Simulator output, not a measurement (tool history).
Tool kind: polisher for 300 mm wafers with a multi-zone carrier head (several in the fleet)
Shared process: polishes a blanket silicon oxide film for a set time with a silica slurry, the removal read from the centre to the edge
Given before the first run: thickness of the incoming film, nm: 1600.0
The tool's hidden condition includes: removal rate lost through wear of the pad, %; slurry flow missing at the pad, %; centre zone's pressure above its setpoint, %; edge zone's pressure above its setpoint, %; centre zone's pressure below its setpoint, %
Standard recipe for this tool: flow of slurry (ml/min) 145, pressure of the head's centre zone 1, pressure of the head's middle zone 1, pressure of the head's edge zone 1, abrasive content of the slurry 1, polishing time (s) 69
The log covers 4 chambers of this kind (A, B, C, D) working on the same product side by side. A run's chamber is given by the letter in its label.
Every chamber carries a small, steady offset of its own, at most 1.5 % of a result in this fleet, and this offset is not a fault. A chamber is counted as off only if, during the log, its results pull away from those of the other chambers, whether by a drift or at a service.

| run | hour | flow of slurry (ml/min) | pressure of the head's centre zone | pressure of the head's middle zone | pressure of the head's edge zone | abrasive content of the slurry | polishing time (s) | wafers polished on this pad | hours since the slurry nozzle was cleaned | hours since the centre zone pressure was calibrated | hours since the edge zone pressure was calibrated | film removed at the wafer's centre (angstrom) | film removed at mid-radius (angstrom) | film removed at the wafer's edge (angstrom) |
|---|---|---|---|---|---|---|---|---|---|---|---|---|---|---|
| 1D | 3.2 | 145 | 1 | 1 | 1 | 1 | 69 | 974 | 249.7 | 602 | 861.4 | 2530.3 | 2427.9 | 2499.8 |
| 2A | 7.3 | 145 | 1 | 1 | 1 | 1 | 69 | 196 | 300.8 | 36.5 | 511.6 | 2464.4 | 2414.8 | 2462.8 |
| 3C | 11 | 145 | 1 | 1 | 1 | 1 | 69 | 1100 | 412.3 | 233.8 | 397.9 | 2455.2 | 2491.3 | 2446.1 |
|  | 12.9 | chamber A: slurry nozzle cleaned |
| 4B | 14.1 | 145 | 1 | 1 | 1 | 1 | 69 | 182 | 321.5 | 862.8 | 647.4 | 2494.3 | 2420.5 | 2410.6 |
| 5D | 17.3 | 145 | 1 | 1 | 0.91 | 1 | 69 | 1081 | 263.8 | 616.1 | 875.5 | 2434.1 | 2451.5 | 2342.5 |
| 6C | 21.7 | 145 | 1 | 1 | 0.91 | 1 | 69 | 1181 | 423 | 244.5 | 408.6 | 2482.7 | 2494.1 | 2323.7 |
|  | 22 | chamber C: edge zone pressure recalibrated |
| 7A | 25.3 | 145 | 1 | 1 | 0.91 | 1 | 69 | 333 | 12.4 | 54.5 | 529.6 | 2514.3 | 2456.6 | 2308.1 |
| 8B | 29.2 | 145 | 1 | 1 | 0.91 | 1 | 69 | 296 | 336.6 | 877.9 | 662.5 | 2430.4 | 2431.3 | 2306.2 |
|  | 32.9 | chamber D: worn pad replaced by a new one |
| 9A | 33.9 | 145 | 1 | 1 | 1 | 1 | 69 | 398 | 21 | 63.1 | 538.2 | 2498 | 2454.2 | 2432.6 |
| 10B | 37.7 | 145 | 1 | 1 | 1 | 1 | 53 | 361 | 345.1 | 886.4 | 671 | 1836 | 1880.2 | 1908.5 |
| 11C | 41 | 145 | 1 | 1 | 1 | 1 | 53 | 1328 | 442.3 | 263.8 | 19.1 | 1905.2 | 1908.5 | 1861.9 |
| 12D | 45 | 145 | 1 | 1 | 1 | 1 | 53 | 91 | 291.5 | 643.8 | 903.2 | 1881.2 | 1888.6 | 1893.6 |
|  | 45.8 | chamber C: worn pad replaced by a new one |
| 13D | 47 | 145 | 1 | 1 | 1 | 1 | 53 | 107 | 293.5 | 645.8 | 905.2 | 1884.5 | 1855.6 | 1910.1 |
| 14C | 49.1 | 145 | 0.89 | 1 | 1 | 1 | 69 | 25 | 450.4 | 271.9 | 27.2 | 2168.3 | 2391.4 | 2485.8 |
| 15A | 51.2 | 145 | 0.89 | 1 | 1 | 1 | 69 | 529 | 38.3 | 80.4 | 555.5 | 2217.5 | 2467.7 | 2444 |
| 16B | 54.9 | 145 | 0.89 | 1 | 1 | 1 | 69 | 491 | 362.3 | 903.6 | 688.2 | 2099.4 | 2419.7 | 2412.1 |
| 17A | 59.1 | 145 | 0.89 | 1 | 1 | 1 | 69 | 589 | 46.2 | 88.3 | 563.4 | 2212.1 | 2428.6 | 2402.9 |
|  | 61.9 | chamber B: worn pad replaced by a new one |
| 18C | 62.4 | 145 | 1 | 1 | 1 | 1 | 69 | 126 | 463.7 | 285.2 | 40.5 | 2437.4 | 2469.4 | 2463.2 |
| 19D | 66.5 | 145 | 1 | 1 | 1 | 1 | 69 | 255 | 313 | 665.3 | 924.7 | 2521.7 | 2407 | 2507.2 |
| 20B | 68.9 | 145 | 1 | 1 | 1 | 1 | 69 | 53 | 376.3 | 917.6 | 702.2 | 2387.1 | 2396.5 | 2425.5 |
| 21B | 73.2 | 145 | 1 | 1 | 1 | 1 | 69 | 86 | 380.6 | 921.9 | 706.5 | 2358.2 | 2354.1 | 2396.3 |
| 22A | 76.1 | 145 | 1 | 1 | 1 | 1 | 69 | 718 | 63.2 | 105.3 | 580.4 | 2477.2 | 2452.7 | 2443.3 |
| 23C | 79.8 | 145 | 1 | 1 | 1 | 1 | 69 | 258 | 481.1 | 302.6 | 57.9 | 2480.4 | 2464.1 | 2506.5 |
| 24D | 83 | 145 | 1 | 1 | 1 | 1 | 69 | 380 | 329.5 | 681.8 | 941.2 | 2475.1 | 2475.2 | 2471.6 |
|  | 83.4 | chamber D: edge zone pressure recalibrated |
| 25B | 86.8 | 145 | 1 | 1 | 1 | 1 | 69 | 189 | 394.2 | 935.5 | 720.1 | 2325.4 | 2335.1 | 2406.5 |
| 26A | 89.5 | 145 | 1 | 0.89 | 0.92 | 1 | 69 | 820 | 76.6 | 118.7 | 593.8 | 2444 | 2221.6 | 2353.8 |
| 27D | 93.5 | 145 | 1 | 0.89 | 0.92 | 1 | 69 | 460 | 340 | 692.3 | 10.1 | 2456 | 2205.7 | 2332.1 |
| 28C | 96.4 | 145 | 1 | 0.89 | 0.92 | 1 | 69 | 384 | 497.7 | 319.2 | 74.5 | 2446.6 | 2187.6 | 2324.5 |
|  | 97.5 | chamber B: centre zone pressure recalibrated |
|  | 97.8 | chamber A: worn pad replaced by a new one |
| 29A | 99.5 | 145 | 1 | 0.89 | 0.92 | 1 | 69 | 13 | 86.6 | 128.7 | 603.8 | 2459.1 | 2232.9 | 2360.5 |
| 30C | 102.4 | 145 | 1 | 0.93 | 1 | 0.85 | 69 | 430 | 503.7 | 325.2 | 80.5 | 2283.6 | 2149.7 | 2260.7 |
| 31B | 106.9 | 145 | 1 | 0.93 | 1 | 0.85 | 69 | 342 | 414.3 | 9.4 | 740.2 | 2075.1 | 1979.9 | 2157.3 |
| 32D | 109.8 | 145 | 1 | 0.93 | 1 | 0.85 | 69 | 583 | 356.3 | 708.6 | 26.4 | 2216.7 | 2147.8 | 2379.3 |
|  | 114 | chamber C: slurry nozzle cleaned |
| 33D | 114.4 | 145 | 1 | 0.93 | 1 | 0.85 | 69 | 618 | 360.9 | 713.2 | 31 | 2287.7 | 2152.5 | 2301.9 |
| 34B | 118.6 | 145 | 1 | 1 | 1 | 1 | 69 | 431 | 426 | 21.1 | 751.9 | 2217.9 | 2277.9 | 2335.3 |
| 35A | 120.8 | 145 | 1 | 1 | 1 | 1 | 69 | 174 | 107.9 | 150 | 625.1 | 2469.5 | 2481.3 | 2415.3 |
|  | 120.9 | chamber A: edge zone pressure recalibrated |
| 36C | 125.2 | 145 | 1 | 0.96 | 1 | 1 | 69 | 603 | 11.2 | 348 | 103.3 | 2515.7 | 2363.7 | 2448.5 |
| 37C | 128.4 | 145 | 1 | 0.96 | 1 | 1 | 69 | 627 | 14.4 | 351.2 | 106.5 | 2502.6 | 2382.5 | 2503.6 |
| 38A | 131.7 | 145 | 1 | 0.96 | 1 | 1 | 69 | 257 | 118.8 | 160.9 | 10.8 | 2396.3 | 2398.7 | 2476.1 |
| 39D | 134.7 | 145 | 1 | 0.96 | 1 | 1 | 69 | 772 | 381.2 | 733.5 | 51.3 | 2486.1 | 2361.7 | 2533.2 |
| 40B | 136.8 | 145 | 1 | 1 | 1 | 1 | 69 | 569 | 444.2 | 39.3 | 770.1 | 2162.2 | 2211.6 | 2355.5 |

Next, every chamber runs the same settings. What will each give?
| 41A | 140.2 | 145 | 1 | 1 | 1 | 1.2 | 69 |  |  |  |  | ? | ? | ? |
| 41B | 140.2 | 145 | 1 | 1 | 1 | 1.2 | 69 |  |  |  |  | ? | ? | ? |
| 41C | 140.2 | 145 | 1 | 1 | 1 | 1.2 | 69 |  |  |  |  | ? | ? | ? |
| 41D | 140.2 | 145 | 1 | 1 | 1 | 1.2 | 69 |  |  |  |  | ? | ? | ? |

| run | film removed at the wafer's centre (angstrom) | film removed at mid-radius (angstrom) | film removed at the wafer's edge (angstrom) |
|---|---|---|---|
| 41A | 2668.7 | 2663.8 | 2635.1 |
| 41B | 2416.3 | 2421.4 | 2469.3 |
| 41C | 2733.2 | 2692.7 | 2662.7 |
| 41D | 2640.2 | 2687 | 2733.2 |
